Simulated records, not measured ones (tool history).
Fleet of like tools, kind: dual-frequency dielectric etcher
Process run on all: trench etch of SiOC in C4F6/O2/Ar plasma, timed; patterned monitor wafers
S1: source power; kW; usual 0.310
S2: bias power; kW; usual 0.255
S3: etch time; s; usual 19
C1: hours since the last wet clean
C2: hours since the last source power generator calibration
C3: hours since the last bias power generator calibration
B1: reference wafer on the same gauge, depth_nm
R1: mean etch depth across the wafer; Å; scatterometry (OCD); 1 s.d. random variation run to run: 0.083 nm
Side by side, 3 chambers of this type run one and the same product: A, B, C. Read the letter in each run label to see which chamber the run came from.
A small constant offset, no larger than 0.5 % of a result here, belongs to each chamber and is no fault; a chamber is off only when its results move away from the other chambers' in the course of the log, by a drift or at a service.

{"run": "1A", "hour": 4.0, "S1": 0.31, "S2": 0.255, "S3": 19, "C1": 173.6, "C2": 620.7, "C3": 719.3, "B1": 36.299, "R1": 403.87}
{"run": "2B", "hour": 7.3, "S1": 0.31, "S2": 0.255, "S3": 19, "C1": 385.6, "C2": 1593.1, "C3": 847.0, "B1": 36.288, "R1": 401.29}
{"run": "3C", "hour": 10.7, "S1": 0.31, "S2": 0.255, "S3": 19, "C1": 279.1, "C2": 2111.4, "C3": 2397.5, "B1": 36.285, "R1": 399.33}
{"run": "4B", "hour": 15.3, "S1": 0.31, "S2": 0.255, "S3": 19, "C1": 393.6, "C2": 1601.1, "C3": 855.0, "B1": 36.276, "R1": 398.86}
{"run": "5A", "hour": 19.3, "S1": 0.31, "S2": 0.255, "S3": 19, "C1": 188.9, "C2": 636.0, "C3": 734.6, "B1": 36.298, "R1": 400.87}
{"run": "6C", "hour": 21.6, "S1": 0.31, "S2": 0.255, "S3": 19, "C1": 290.0, "C2": 2122.3, "C3": 2408.4, "B1": 36.291, "R1": 399.18}
{"run": "7A", "hour": 24.7, "S1": 0.31, "S2": 0.255, "S3": 19, "C1": 194.3, "C2": 641.4, "C3": 740.0, "B1": 36.307, "R1": 402.58}
{"run": "8B", "hour": 27.4, "S1": 0.31, "S2": 0.255, "S3": 19, "C1": 405.7, "C2": 1613.2, "C3": 867.1, "B1": 36.304, "R1": 400.05}
{"run": "9C", "hour": 29.9, "S1": 0.31, "S2": 0.255, "S3": 19, "C1": 298.3, "C2": 2130.6, "C3": 2416.7, "B1": 36.269, "R1": 400.46}
{"run": "10A", "hour": 34.2, "S1": 0.28, "S2": 0.255, "S3": 19, "C1": 203.8, "C2": 650.9, "C3": 749.5, "B1": 36.307, "R1": 386.28}
{"run": "11C", "hour": 36.4, "S1": 0.28, "S2": 0.255, "S3": 19, "C1": 304.8, "C2": 2137.1, "C3": 2423.2, "B1": 36.295, "R1": 385.24}
{"run": "12B", "hour": 38.9, "S1": 0.28, "S2": 0.255, "S3": 19, "C1": 417.2, "C2": 1624.7, "C3": 878.6, "B1": 36.299, "R1": 385.23}
{"run": "13B", "hour": 41.8, "S1": 0.31, "S2": 0.255, "S3": 19, "C1": 420.1, "C2": 1627.6, "C3": 881.5, "B1": 36.319, "R1": 399.59}
{"run": "14A", "hour": 46.8, "S1": 0.23, "S2": 0.312, "S3": 19, "C1": 216.4, "C2": 663.5, "C3": 762.1, "B1": 36.31, "R1": 384.33}
{"run": "15C", "hour": 51.1, "S1": 0.23, "S2": 0.312, "S3": 19, "C1": 319.5, "C2": 2151.8, "C3": 2437.9, "B1": 36.308, "R1": 384.78}
{"hour": 51.8, "done": "chamber C: wet clean of the chamber"}
{"run": "16A", "hour": 54.7, "S1": 0.23, "S2": 0.312, "S3": 19, "C1": 224.3, "C2": 671.4, "C3": 770.0, "B1": 36.299, "R1": 386.71}
{"run": "17C", "hour": 58.5, "S1": 0.31, "S2": 0.255, "S3": 19, "C1": 6.8, "C2": 2159.2, "C3": 2445.3, "B1": 36.295, "R1": 410.59}
{"run": "18B", "hour": 61.6, "S1": 0.36, "S2": 0.255, "S3": 24, "C1": 439.9, "C2": 1647.4, "C3": 901.3, "B1": 36.302, "R1": 536.11}
{"run": "19C", "hour": 65.6, "S1": 0.36, "S2": 0.255, "S3": 24, "C1": 13.9, "C2": 2166.3, "C3": 2452.4, "B1": 36.305, "R1": 545.72}
{"run": "20B", "hour": 68.1, "S1": 0.36, "S2": 0.255, "S3": 24, "C1": 446.4, "C2": 1653.9, "C3": 907.8, "B1": 36.315, "R1": 536.28}
{"run": "21A", "hour": 72.1, "S1": 0.31, "S2": 0.255, "S3": 19, "C1": 241.7, "C2": 688.8, "C3": 787.4, "B1": 36.292, "R1": 402.22}
{"run": "22C", "hour": 75.8, "S1": 0.31, "S2": 0.255, "S3": 19, "C1": 24.1, "C2": 2176.5, "C3": 2462.6, "B1": 36.28, "R1": 408.89}
{"run": "23B", "hour": 78.1, "S1": 0.31, "S2": 0.255, "S3": 19, "C1": 456.4, "C2": 1663.9, "C3": 917.8, "B1": 36.298, "R1": 399.32}
{"run": "24A", "hour": 82.2, "S1": 0.31, "S2": 0.255, "S3": 19, "C1": 251.8, "C2": 698.9, "C3": 797.5, "B1": 36.294, "R1": 401.69}
{"run": "25C", "hour": 84.9, "S1": 0.31, "S2": 0.255, "S3": 19, "C1": 33.2, "C2": 2185.6, "C3": 2471.7, "B1": 36.286, "R1": 409.41}
{"run": "26A", "hour": 87.3, "S1": 0.31, "S2": 0.255, "S3": 19, "C1": 256.9, "C2": 704.0, "C3": 802.6, "B1": 36.301, "R1": 404.0}
{"run": "27B", "hour": 92.1, "S1": 0.31, "S2": 0.311, "S3": 19, "C1": 470.4, "C2": 1677.9, "C3": 931.8, "B1": 36.309, "R1": 431.1}
{"run": "28A", "hour": 96.3, "S1": 0.31, "S2": 0.311, "S3": 19, "C1": 265.9, "C2": 713.0, "C3": 811.6, "B1": 36.312, "R1": 429.72}
{"run": "29C", "hour": 100.9, "S1": 0.31, "S2": 0.311, "S3": 19, "C1": 49.2, "C2": 2201.6, "C3": 2487.7, "B1": 36.317, "R1": 439.84}
{"run": "30B", "hour": 105.5, "S1": 0.31, "S2": 0.255, "S3": 19, "C1": 483.8, "C2": 1691.3, "C3": 945.2, "B1": 36.307, "R1": 399.92}
{"run": "31B", "hour": 108.4, "S1": 0.31, "S2": 0.255, "S3": 19, "C1": 486.7, "C2": 1694.2, "C3": 948.1, "B1": 36.296, "R1": 399.91}
{"run": "32A", "hour": 110.8, "S1": 0.31, "S2": 0.255, "S3": 19, "C1": 280.4, "C2": 727.5, "C3": 826.1, "B1": 36.297, "R1": 401.67}
{"run": "33C", "hour": 115.5, "S1": 0.27, "S2": 0.255, "S3": 19, "C1": 63.8, "C2": 2216.2, "C3": 2502.3, "B1": 36.286, "R1": 389.2}
{"run": "34C", "hour": 119.1, "S1": 0.27, "S2": 0.255, "S3": 19, "C1": 67.4, "C2": 2219.8, "C3": 2505.9, "B1": 36.29, "R1": 390.1}
{"run": "35A", "hour": 121.9, "S1": 0.27, "S2": 0.255, "S3": 19, "C1": 291.5, "C2": 738.6, "C3": 837.2, "B1": 36.273, "R1": 382.92}
{"run": "36B", "hour": 126.3, "S1": 0.31, "S2": 0.255, "S3": 19, "C1": 504.6, "C2": 1712.1, "C3": 966.0, "B1": 36.32, "R1": 398.73}
{"run": "37C", "hour": 129.9, "S1": 0.31, "S2": 0.255, "S3": 19, "C1": 78.2, "C2": 2230.6, "C3": 2516.7, "B1": 36.287, "R1": 409.56}
{"run": "38B", "hour": 134.4, "S1": 0.31, "S2": 0.255, "S3": 19, "C1": 512.7, "C2": 1720.2, "C3": 974.1, "B1": 36.311, "R1": 398.87}
{"run": "39A", "hour": 137.4, "S1": 0.31, "S2": 0.255, "S3": 19, "C1": 307.0, "C2": 754.1, "C3": 852.7, "B1": 36.32, "R1": 401.74}
{"run": "40B", "hour": 141.7, "S1": 0.31, "S2": 0.255, "S3": 19, "C1": 520.0, "C2": 1727.5, "C3": 981.4, "B1": 36.3, "R1": 400.49}

Which is it: a chamber that has drifted or been left off by a service, a gauge drift common to all chambers, or only each chamber's usual small offset? If a chamber is off, name it and its likeliest cause.

A service on chamber C put it out of line with the rest.
Likeliest cause: etch rate over this chamber's usual, % = 2.57.

Here are 4 candidates for chamber C's next run, each the usual settings with a change, their results left as question marks. Which one brings its results back in line with what the others give on the usual settings?
Allowed miss from the other chambers' usual-settings mean, per result, to count as in line: R1 3.20 Å
{"run": "41C-1", "hour": 145.3, "S1": 0.29, "S2": 0.255, "S3": 19.0, "R1": "?"}
{"run": "41C-2", "hour": 145.3, "S1": 0.31, "S2": 0.255, "S3": 20.0, "R1": "?"}
{"run": "41C-3", "hour": 145.3, "S1": 0.31, "S2": 0.255, "S3": 19.5, "R1": "?"}
{"run": "41C-4", "hour": 145.3, "S1": 0.31, "S2": 0.219, "S3": 19.0, "R1": "?"}

Other chambers, usual settings, mean: R1 400.89 Å
run=41C-1 R1=400.40
run=41C-2 R1=432.26
run=41C-3 R1=421.45
run=41C-4 R1=390.12
41C-1 is the one that brings the chamber's results back in line with the other chambers.
